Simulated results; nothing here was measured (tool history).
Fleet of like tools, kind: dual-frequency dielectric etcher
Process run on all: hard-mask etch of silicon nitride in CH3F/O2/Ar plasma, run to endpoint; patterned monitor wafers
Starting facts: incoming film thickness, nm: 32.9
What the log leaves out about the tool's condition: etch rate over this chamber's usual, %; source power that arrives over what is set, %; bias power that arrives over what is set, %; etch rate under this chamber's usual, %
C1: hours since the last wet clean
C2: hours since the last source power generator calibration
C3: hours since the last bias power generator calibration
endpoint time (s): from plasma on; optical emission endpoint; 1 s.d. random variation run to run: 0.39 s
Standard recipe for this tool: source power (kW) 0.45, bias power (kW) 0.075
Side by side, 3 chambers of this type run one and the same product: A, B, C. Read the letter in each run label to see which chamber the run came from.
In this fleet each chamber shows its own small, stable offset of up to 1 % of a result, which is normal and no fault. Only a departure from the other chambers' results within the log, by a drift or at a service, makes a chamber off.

{"run": "1C", "day": 0.354, "source power (kW)": 0.45, "bias power (kW)": 0.075, "C1": 495.1, "C2": 2184.3, "C3": 1204.3, "endpoint time (s)": 45.44}
{"run": "2A", "day": 0.85, "source power (kW)": 0.45, "bias power (kW)": 0.075, "C1": 362, "C2": 3636.5, "C3": 5555.7, "endpoint time (s)": 44.838}
{"day": 1.238, "done": "chamber A: bias power generator calibrated"}
{"run": "3B", "day": 1.325, "source power (kW)": 0.45, "bias power (kW)": 0.075, "C1": 433.2, "C2": 3284.1, "C3": 622.6, "endpoint time (s)": 44.132}
{"run": "4B", "day": 1.779, "source power (kW)": 0.45, "bias power (kW)": 0.075, "C1": 444.1, "C2": 3295, "C3": 633.5, "endpoint time (s)": 44.284}
{"day": 1.954, "done": "chamber B: wet clean of the chamber"}
{"run": "5C", "day": 2.183, "source power (kW)": 0.45, "bias power (kW)": 0.075, "C1": 539, "C2": 2228.2, "C3": 1248.2, "endpoint time (s)": 45.175}
{"run": "6A", "day": 2.546, "source power (kW)": 0.45, "bias power (kW)": 0.075, "C1": 402.7, "C2": 3677.2, "C3": 31.4, "endpoint time (s)": 43.899}
{"day": 2.812, "done": "chamber C: wet clean of the chamber"}
{"run": "7C", "day": 3.046, "source power (kW)": 0.45, "bias power (kW)": 0.075, "C1": 5.6, "C2": 2248.9, "C3": 1268.9, "endpoint time (s)": 45.833}
{"run": "8B", "day": 3.542, "source power (kW)": 0.45, "bias power (kW)": 0.075, "C1": 38.2, "C2": 3337.3, "C3": 675.8, "endpoint time (s)": 44.36}
{"run": "9A", "day": 3.938, "source power (kW)": 0.53, "bias power (kW)": 0.075, "C1": 436.1, "C2": 3710.6, "C3": 64.8, "endpoint time (s)": 41.63}
{"run": "10B", "day": 4.388, "source power (kW)": 0.53, "bias power (kW)": 0.075, "C1": 58.5, "C2": 3357.6, "C3": 696.1, "endpoint time (s)": 42.007}
{"run": "11A", "day": 4.783, "source power (kW)": 0.53, "bias power (kW)": 0.075, "C1": 456.4, "C2": 3730.9, "C3": 85.1, "endpoint time (s)": 42.076}
{"run": "12C", "day": 5.15, "source power (kW)": 0.45, "bias power (kW)": 0.075, "C1": 56.1, "C2": 2299.4, "C3": 1319.4, "endpoint time (s)": 45.605}
{"run": "13C", "day": 5.446, "source power (kW)": 0.45, "bias power (kW)": 0.075, "C1": 63.2, "C2": 2306.5, "C3": 1326.5, "endpoint time (s)": 45.609}
{"run": "14A", "day": 5.783, "source power (kW)": 0.45, "bias power (kW)": 0.075, "C1": 480.4, "C2": 3754.9, "C3": 109.1, "endpoint time (s)": 45.565}
{"day": 5.958, "done": "chamber A: wet clean of the chamber"}
{"run": "15B", "day": 6.254, "source power (kW)": 0.45, "bias power (kW)": 0.075, "C1": 103.3, "C2": 3402.4, "C3": 740.9, "endpoint time (s)": 44.465}
{"run": "16A", "day": 6.483, "source power (kW)": 0.45, "bias power (kW)": 0.075, "C1": 12.7, "C2": 3771.7, "C3": 125.9, "endpoint time (s)": 45.012}
{"run": "17B", "day": 6.938, "source power (kW)": 0.45, "bias power (kW)": 0.075, "C1": 119.7, "C2": 3418.8, "C3": 757.3, "endpoint time (s)": 44.613}
{"run": "18C", "day": 7.375, "source power (kW)": 0.45, "bias power (kW)": 0.075, "C1": 109.5, "C2": 2352.8, "C3": 1372.8, "endpoint time (s)": 45.149}
{"run": "19B", "day": 7.608, "source power (kW)": 0.45, "bias power (kW)": 0.085, "C1": 135.8, "C2": 3434.9, "C3": 773.4, "endpoint time (s)": 42.623}
{"run": "20C", "day": 8.038, "source power (kW)": 0.45, "bias power (kW)": 0.085, "C1": 125.4, "C2": 2368.7, "C3": 1388.7, "endpoint time (s)": 43.325}
{"run": "21A", "day": 8.333, "source power (kW)": 0.45, "bias power (kW)": 0.085, "C1": 57.1, "C2": 3816.1, "C3": 170.3, "endpoint time (s)": 42.986}
{"run": "22B", "day": 8.612, "source power (kW)": 0.45, "bias power (kW)": 0.075, "C1": 159.9, "C2": 3459, "C3": 797.5, "endpoint time (s)": 45.799}
{"run": "23C", "day": 8.838, "source power (kW)": 0.45, "bias power (kW)": 0.075, "C1": 144.6, "C2": 2387.9, "C3": 1407.9, "endpoint time (s)": 45.432}
{"run": "24A", "day": 9.262, "source power (kW)": 0.45, "bias power (kW)": 0.075, "C1": 79.4, "C2": 3838.4, "C3": 192.6, "endpoint time (s)": 45.147}
{"run": "25B", "day": 9.75, "source power (kW)": 0.49, "bias power (kW)": 0.086, "C1": 187.2, "C2": 3486.3, "C3": 824.8, "endpoint time (s)": 41.363}
{"run": "26C", "day": 10.25, "source power (kW)": 0.49, "bias power (kW)": 0.086, "C1": 178.5, "C2": 2421.8, "C3": 1441.8, "endpoint time (s)": 41.369}
{"run": "27A", "day": 10.708, "source power (kW)": 0.49, "bias power (kW)": 0.086, "C1": 114.1, "C2": 3873.1, "C3": 227.3, "endpoint time (s)": 41.676}
{"run": "28A", "day": 11.204, "source power (kW)": 0.45, "bias power (kW)": 0.075, "C1": 126, "C2": 3885, "C3": 239.2, "endpoint time (s)": 44.934}
{"run": "29C", "day": 11.654, "source power (kW)": 0.45, "bias power (kW)": 0.075, "C1": 212.2, "C2": 2455.5, "C3": 1475.5, "endpoint time (s)": 45.772}
{"run": "30B", "day": 12.088, "source power (kW)": 0.45, "bias power (kW)": 0.075, "C1": 243.3, "C2": 3542.4, "C3": 880.9, "endpoint time (s)": 44.933}
{"run": "31A", "day": 12.575, "source power (kW)": 0.45, "bias power (kW)": 0.075, "C1": 158.9, "C2": 3917.9, "C3": 272.1, "endpoint time (s)": 45.822}

Read the log: is a single chamber off, either drifting away or since a service, is the gauge that measures every chamber drifting, or is nothing wrong beyond small per-chamber offsets? Name any odd chamber and what most likely caused it.

Nothing is wrong: each chamber keeps only its own small, steady offset and the gauge holds still.
